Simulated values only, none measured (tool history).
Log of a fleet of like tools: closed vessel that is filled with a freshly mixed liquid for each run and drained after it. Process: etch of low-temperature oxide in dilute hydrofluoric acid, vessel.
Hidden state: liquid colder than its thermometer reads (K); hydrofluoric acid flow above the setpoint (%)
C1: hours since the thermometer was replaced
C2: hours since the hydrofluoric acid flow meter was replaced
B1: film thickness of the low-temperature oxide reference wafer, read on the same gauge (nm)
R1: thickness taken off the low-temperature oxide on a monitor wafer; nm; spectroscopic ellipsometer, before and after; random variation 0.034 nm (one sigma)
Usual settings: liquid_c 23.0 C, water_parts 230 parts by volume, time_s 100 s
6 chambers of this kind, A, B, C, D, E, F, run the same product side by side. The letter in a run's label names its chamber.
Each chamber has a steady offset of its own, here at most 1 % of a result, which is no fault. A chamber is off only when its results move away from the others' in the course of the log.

{"run": "1C", "day": 0.212, "liquid_c": 23.0, "water_parts": 230, "time_s": 100, "C1": 1035.2, "C2": 1002.5, "B1": 90.026, "R1": 6.5273}
{"run": "2B", "day": 0.446, "liquid_c": 23.0, "water_parts": 230, "time_s": 100, "C1": 487.9, "C2": 1003.4, "B1": 89.969, "R1": 6.4678}
{"run": "3D", "day": 0.733, "liquid_c": 23.0, "water_parts": 230, "time_s": 100, "C1": 879.0, "C2": 1216.0, "B1": 90.013, "R1": 6.3998}
{"run": "4F", "day": 0.888, "liquid_c": 23.0, "water_parts": 230, "time_s": 100, "C1": 491.9, "C2": 96.1, "B1": 89.959, "R1": 6.5188}
{"run": "5E", "day": 1.146, "liquid_c": 23.0, "water_parts": 230, "time_s": 100, "C1": 548.1, "C2": 2138.6, "B1": 90.01, "R1": 6.5618}
{"run": "6A", "day": 1.362, "liquid_c": 23.0, "water_parts": 230, "time_s": 100, "C1": 1922.2, "C2": 1132.5, "B1": 90.013, "R1": 6.5146}
{"run": "7F", "day": 1.633, "liquid_c": 23.0, "water_parts": 230, "time_s": 100, "C1": 509.8, "C2": 114.0, "B1": 90.026, "R1": 6.51}
{"run": "8C", "day": 1.867, "liquid_c": 23.0, "water_parts": 230, "time_s": 100, "C1": 1074.9, "C2": 1042.2, "B1": 90.041, "R1": 6.4476}
{"run": "9A", "day": 2.112, "liquid_c": 25.0, "water_parts": 280, "time_s": 100, "C1": 1940.2, "C2": 1150.5, "B1": 89.991, "R1": 5.3907}
{"run": "10D", "day": 2.362, "liquid_c": 25.0, "water_parts": 280, "time_s": 100, "C1": 918.1, "C2": 1255.1, "B1": 89.997, "R1": 5.4128}
{"run": "11B", "day": 2.554, "liquid_c": 25.0, "water_parts": 280, "time_s": 100, "C1": 538.5, "C2": 1054.0, "B1": 90.002, "R1": 5.4383}
{"run": "12E", "day": 2.821, "liquid_c": 25.0, "water_parts": 280, "time_s": 100, "C1": 588.3, "C2": 2178.8, "B1": 90.025, "R1": 5.4705}
{"run": "13B", "day": 3.033, "liquid_c": 25.0, "water_parts": 280, "time_s": 100, "C1": 550.0, "C2": 1065.5, "B1": 90.026, "R1": 5.4159}
{"run": "14F", "day": 3.308, "liquid_c": 25.0, "water_parts": 280, "time_s": 100, "C1": 550.0, "C2": 154.2, "B1": 89.992, "R1": 5.4025}
{"run": "15E", "day": 3.5, "liquid_c": 23.0, "water_parts": 230, "time_s": 100, "C1": 604.6, "C2": 2195.1, "B1": 89.983, "R1": 6.5408}
{"day": 3.642, "done": "chamber E: hydrofluoric acid flow meter replaced"}
{"run": "16A", "day": 3.692, "liquid_c": 23.0, "water_parts": 230, "time_s": 100, "C1": 1978.1, "C2": 1188.4, "B1": 89.998, "R1": 6.5068}
{"run": "17C", "day": 3.933, "liquid_c": 23.0, "water_parts": 230, "time_s": 100, "C1": 1124.5, "C2": 1091.8, "B1": 90.019, "R1": 6.4965}
{"run": "18D", "day": 4.162, "liquid_c": 23.0, "water_parts": 230, "time_s": 100, "C1": 961.3, "C2": 1298.3, "B1": 89.98, "R1": 6.3855}
{"run": "19E", "day": 4.425, "liquid_c": 18.5, "water_parts": 320, "time_s": 100, "C1": 626.8, "C2": 18.8, "B1": 89.96, "R1": 3.6522}
{"run": "20B", "day": 4.683, "liquid_c": 18.5, "water_parts": 320, "time_s": 100, "C1": 589.6, "C2": 1105.1, "B1": 89.986, "R1": 3.6478}
{"run": "21C", "day": 4.833, "liquid_c": 18.5, "water_parts": 320, "time_s": 100, "C1": 1146.1, "C2": 1113.4, "B1": 90.03, "R1": 3.6525}
{"run": "22A", "day": 5.125, "liquid_c": 18.5, "water_parts": 320, "time_s": 100, "C1": 2012.5, "C2": 1222.8, "B1": 90.011, "R1": 3.7137}
{"run": "23F", "day": 5.388, "liquid_c": 18.5, "water_parts": 320, "time_s": 100, "C1": 599.9, "C2": 204.1, "B1": 90.04, "R1": 3.6155}
{"run": "24D", "day": 5.583, "liquid_c": 18.5, "water_parts": 320, "time_s": 100, "C1": 995.4, "C2": 1332.4, "B1": 90.027, "R1": 3.5778}
{"run": "25D", "day": 5.796, "liquid_c": 25.0, "water_parts": 230, "time_s": 120, "C1": 1000.5, "C2": 1337.5, "B1": 90.014, "R1": 8.1998}
{"run": "26C", "day": 5.983, "liquid_c": 25.0, "water_parts": 230, "time_s": 120, "C1": 1173.7, "C2": 1141.0, "B1": 89.987, "R1": 8.3971}
{"run": "27A", "day": 6.188, "liquid_c": 25.0, "water_parts": 230, "time_s": 120, "C1": 2038.0, "C2": 1248.3, "B1": 90.005, "R1": 8.6635}
{"run": "28F", "day": 6.342, "liquid_c": 25.0, "water_parts": 230, "time_s": 120, "C1": 622.8, "C2": 227.0, "B1": 89.963, "R1": 8.2997}
{"run": "29E", "day": 6.492, "liquid_c": 25.0, "water_parts": 230, "time_s": 120, "C1": 676.4, "C2": 68.4, "B1": 89.995, "R1": 8.3938}
{"run": "30B", "day": 6.638, "liquid_c": 25.0, "water_parts": 230, "time_s": 120, "C1": 636.5, "C2": 1152.0, "B1": 89.996, "R1": 8.3398}
{"run": "31F", "day": 6.912, "liquid_c": 23.0, "water_parts": 310, "time_s": 75, "C1": 636.5, "C2": 240.7, "B1": 90.04, "R1": 3.292}
{"run": "32A", "day": 7.221, "liquid_c": 23.0, "water_parts": 310, "time_s": 75, "C1": 2062.8, "C2": 1273.1, "B1": 89.991, "R1": 3.4932}
{"run": "33C", "day": 7.433, "liquid_c": 23.0, "water_parts": 310, "time_s": 75, "C1": 1208.5, "C2": 1175.8, "B1": 90.037, "R1": 3.3319}
{"run": "34E", "day": 7.583, "liquid_c": 23.0, "water_parts": 310, "time_s": 75, "C1": 702.6, "C2": 94.6, "B1": 89.988, "R1": 3.3595}
{"run": "35D", "day": 7.804, "liquid_c": 23.0, "water_parts": 310, "time_s": 75, "C1": 1048.7, "C2": 1385.7, "B1": 89.999, "R1": 3.285}
{"run": "36B", "day": 7.975, "liquid_c": 23.0, "water_parts": 310, "time_s": 75, "C1": 668.6, "C2": 1184.1, "B1": 89.989, "R1": 3.32}
{"run": "37D", "day": 8.2, "liquid_c": 23.0, "water_parts": 230, "time_s": 100, "C1": 1058.2, "C2": 1395.2, "B1": 90.055, "R1": 6.4079}
{"run": "38A", "day": 8.467, "liquid_c": 23.0, "water_parts": 230, "time_s": 100, "C1": 2092.7, "C2": 1303.0, "B1": 90.024, "R1": 6.8732}
{"run": "39F", "day": 8.675, "liquid_c": 23.0, "water_parts": 130, "time_s": 100, "C1": 678.8, "C2": 283.0, "B1": 90.003, "R1": 12.843}
{"run": "40B", "day": 8.954, "liquid_c": 23.0, "water_parts": 130, "time_s": 100, "C1": 692.1, "C2": 1207.6, "B1": 90.002, "R1": 12.81}
{"run": "41E", "day": 9.196, "liquid_c": 23.0, "water_parts": 130, "time_s": 100, "C1": 741.3, "C2": 133.3, "B1": 89.962, "R1": 13.017}
{"run": "42C", "day": 9.358, "liquid_c": 23.0, "water_parts": 130, "time_s": 100, "C1": 1254.7, "C2": 1222.0, "B1": 89.962, "R1": 12.84}

All 6 chambers run these settings next. Forecast each chamber's results:
{"run": "43A", "day": 9.579, "liquid_c": 23.0, "water_parts": 230, "time_s": 100, "R1": "?"}
{"run": "43B", "day": 9.579, "liquid_c": 23.0, "water_parts": 230, "time_s": 100, "R1": "?"}
{"run": "43C", "day": 9.579, "liquid_c": 23.0, "water_parts": 230, "time_s": 100, "R1": "?"}
{"run": "43D", "day": 9.579, "liquid_c": 23.0, "water_parts": 230, "time_s": 100, "R1": "?"}
{"run": "43E", "day": 9.579, "liquid_c": 23.0, "water_parts": 230, "time_s": 100, "R1": "?"}
{"run": "43F", "day": 9.579, "liquid_c": 23.0, "water_parts": 230, "time_s": 100, "R1": "?"}

run=43A R1=7.0419
run=43B R1=6.4823
run=43C R1=6.4528
run=43D R1=6.4664
run=43E R1=6.4847
run=43F R1=6.5238

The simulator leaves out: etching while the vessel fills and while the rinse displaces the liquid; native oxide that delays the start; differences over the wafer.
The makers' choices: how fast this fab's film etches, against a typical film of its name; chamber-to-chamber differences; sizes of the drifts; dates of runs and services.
